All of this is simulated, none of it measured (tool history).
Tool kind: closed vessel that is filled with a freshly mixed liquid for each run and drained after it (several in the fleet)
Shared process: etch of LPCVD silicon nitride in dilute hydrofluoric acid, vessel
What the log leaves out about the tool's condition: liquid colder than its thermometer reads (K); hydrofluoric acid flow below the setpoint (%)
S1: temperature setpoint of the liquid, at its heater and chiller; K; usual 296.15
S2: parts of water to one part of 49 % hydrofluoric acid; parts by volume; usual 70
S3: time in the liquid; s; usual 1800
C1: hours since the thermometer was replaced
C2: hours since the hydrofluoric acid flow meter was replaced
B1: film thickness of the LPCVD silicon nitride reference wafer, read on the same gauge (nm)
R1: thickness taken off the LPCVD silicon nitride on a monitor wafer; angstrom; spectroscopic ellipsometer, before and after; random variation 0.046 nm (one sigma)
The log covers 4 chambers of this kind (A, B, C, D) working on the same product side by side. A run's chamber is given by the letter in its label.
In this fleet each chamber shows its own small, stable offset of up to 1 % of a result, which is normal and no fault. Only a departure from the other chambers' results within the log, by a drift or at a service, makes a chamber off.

{"run": "1C", "hour": 3.7, "S1": 296.15, "S2": 70, "S3": 1800, "C1": 1304.8, "C2": 293.1, "B1": 110.01, "R1": 136.21}
{"run": "2D", "hour": 8.2, "S1": 296.15, "S2": 70, "S3": 1800, "C1": 925.3, "C2": 489.4, "B1": 110.02, "R1": 136.84}
{"run": "3A", "hour": 10.9, "S1": 296.15, "S2": 70, "S3": 1800, "C1": 2042.8, "C2": 753.8, "B1": 110.01, "R1": 136.81}
{"run": "4B", "hour": 14.3, "S1": 296.15, "S2": 70, "S3": 1800, "C1": 3192.7, "C2": 281.0, "B1": 110.01, "R1": 137.57}
{"run": "5A", "hour": 18.8, "S1": 296.15, "S2": 70, "S3": 1800, "C1": 2050.7, "C2": 761.7, "B1": 110.0, "R1": 137.0}
{"run": "6C", "hour": 21.2, "S1": 296.15, "S2": 70, "S3": 1800, "C1": 1322.3, "C2": 310.6, "B1": 109.98, "R1": 136.5}
{"run": "7B", "hour": 25.1, "S1": 293.65, "S2": 70, "S3": 2140, "C1": 3203.5, "C2": 291.8, "B1": 110.04, "R1": 136.99}
{"run": "8D", "hour": 27.2, "S1": 293.65, "S2": 70, "S3": 2140, "C1": 944.3, "C2": 508.4, "B1": 109.99, "R1": 136.8}
{"run": "9A", "hour": 31.1, "S1": 293.65, "S2": 70, "S3": 2140, "C1": 2063.0, "C2": 774.0, "B1": 109.99, "R1": 136.84}
{"run": "10D", "hour": 33.5, "S1": 293.65, "S2": 70, "S3": 2140, "C1": 950.6, "C2": 514.7, "B1": 109.99, "R1": 137.29}
{"run": "11C", "hour": 35.9, "S1": 296.15, "S2": 70, "S3": 1800, "C1": 1337.0, "C2": 325.3, "B1": 110.03, "R1": 136.94}
{"run": "12B", "hour": 40.1, "S1": 301.15, "S2": 70, "S3": 1800, "C1": 3218.5, "C2": 306.8, "B1": 110.0, "R1": 193.23}
{"run": "13D", "hour": 43.5, "S1": 301.15, "S2": 70, "S3": 1800, "C1": 960.6, "C2": 524.7, "B1": 109.98, "R1": 193.0}
{"run": "14C", "hour": 45.5, "S1": 301.15, "S2": 70, "S3": 1800, "C1": 1346.6, "C2": 334.9, "B1": 110.0, "R1": 188.61}
{"run": "15A", "hour": 48.1, "S1": 301.15, "S2": 70, "S3": 1800, "C1": 2080.0, "C2": 791.0, "B1": 110.03, "R1": 190.69}
{"run": "16B", "hour": 50.8, "S1": 296.15, "S2": 70, "S3": 1800, "C1": 3229.2, "C2": 317.5, "B1": 110.02, "R1": 137.37}
{"run": "17A", "hour": 54.1, "S1": 296.15, "S2": 45, "S3": 1800, "C1": 2086.0, "C2": 797.0, "B1": 110.03, "R1": 212.32}
{"run": "18B", "hour": 56.7, "S1": 296.15, "S2": 45, "S3": 1800, "C1": 3235.1, "C2": 323.4, "B1": 110.02, "R1": 213.8}
{"run": "19C", "hour": 60.4, "S1": 296.15, "S2": 45, "S3": 1800, "C1": 1361.5, "C2": 349.8, "B1": 109.99, "R1": 207.15}
{"run": "20D", "hour": 64.1, "S1": 296.15, "S2": 45, "S3": 1800, "C1": 981.2, "C2": 545.3, "B1": 110.01, "R1": 206.1}
{"run": "21D", "hour": 68.4, "S1": 296.15, "S2": 70, "S3": 1800, "C1": 985.5, "C2": 549.6, "B1": 110.0, "R1": 134.8}
{"run": "22C", "hour": 71.9, "S1": 296.15, "S2": 70, "S3": 1800, "C1": 1373.0, "C2": 361.3, "B1": 109.99, "R1": 136.27}
{"run": "23A", "hour": 75.6, "S1": 296.15, "S2": 70, "S3": 1800, "C1": 2107.5, "C2": 818.5, "B1": 110.02, "R1": 137.36}
{"run": "24B", "hour": 78.3, "S1": 296.15, "S2": 70, "S3": 1800, "C1": 3256.7, "C2": 345.0, "B1": 109.98, "R1": 137.28}
{"run": "25D", "hour": 82.8, "S1": 296.15, "S2": 70, "S3": 1800, "C1": 999.9, "C2": 564.0, "B1": 110.02, "R1": 134.19}
{"run": "26C", "hour": 87.2, "S1": 296.15, "S2": 70, "S3": 1800, "C1": 1388.3, "C2": 376.6, "B1": 110.01, "R1": 136.32}
{"run": "27B", "hour": 89.3, "S1": 296.15, "S2": 70, "S3": 1800, "C1": 3267.7, "C2": 356.0, "B1": 109.97, "R1": 137.19}
{"run": "28A", "hour": 91.5, "S1": 296.15, "S2": 70, "S3": 1800, "C1": 2123.4, "C2": 834.4, "B1": 110.01, "R1": 136.68}
{"run": "29D", "hour": 93.7, "S1": 296.15, "S2": 70, "S3": 1800, "C1": 1010.8, "C2": 574.9, "B1": 110.02, "R1": 133.28}
{"run": "30B", "hour": 98.1, "S1": 296.15, "S2": 70, "S3": 1800, "C1": 3276.5, "C2": 364.8, "B1": 110.02, "R1": 138.14}
{"run": "31A", "hour": 100.5, "S1": 296.15, "S2": 70, "S3": 1800, "C1": 2132.4, "C2": 843.4, "B1": 109.99, "R1": 136.58}
{"run": "32C", "hour": 103.9, "S1": 296.15, "S2": 70, "S3": 1800, "C1": 1405.0, "C2": 393.3, "B1": 109.96, "R1": 135.8}
{"run": "33B", "hour": 106.1, "S1": 298.15, "S2": 45, "S3": 1800, "C1": 3284.5, "C2": 372.8, "B1": 110.02, "R1": 245.26}
{"run": "34A", "hour": 110.5, "S1": 298.15, "S2": 45, "S3": 1800, "C1": 2142.4, "C2": 853.4, "B1": 110.02, "R1": 241.89}
{"run": "35D", "hour": 114.9, "S1": 298.15, "S2": 45, "S3": 1800, "C1": 1032.0, "C2": 596.1, "B1": 109.97, "R1": 231.65}
{"run": "36C", "hour": 117.2, "S1": 298.15, "S2": 45, "S3": 1800, "C1": 1418.3, "C2": 406.6, "B1": 110.02, "R1": 237.48}
{"run": "37A", "hour": 121.2, "S1": 296.15, "S2": 70, "S3": 1800, "C1": 2153.1, "C2": 864.1, "B1": 110.03, "R1": 136.65}

For the next run the whole fleet of 4 chambers uses the same settings. Give each chamber's results:
{"run": "38A", "hour": 124.5, "S1": 298.15, "S2": 70, "S3": 1800, "R1": "?"}
{"run": "38B", "hour": 124.5, "S1": 298.15, "S2": 70, "S3": 1800, "R1": "?"}
{"run": "38C", "hour": 124.5, "S1": 298.15, "S2": 70, "S3": 1800, "R1": "?"}
{"run": "38D", "hour": 124.5, "S1": 298.15, "S2": 70, "S3": 1800, "R1": "?"}

run=38A R1=157.34
run=38B R1=157.19
run=38C R1=155.15
run=38D R1=151.15

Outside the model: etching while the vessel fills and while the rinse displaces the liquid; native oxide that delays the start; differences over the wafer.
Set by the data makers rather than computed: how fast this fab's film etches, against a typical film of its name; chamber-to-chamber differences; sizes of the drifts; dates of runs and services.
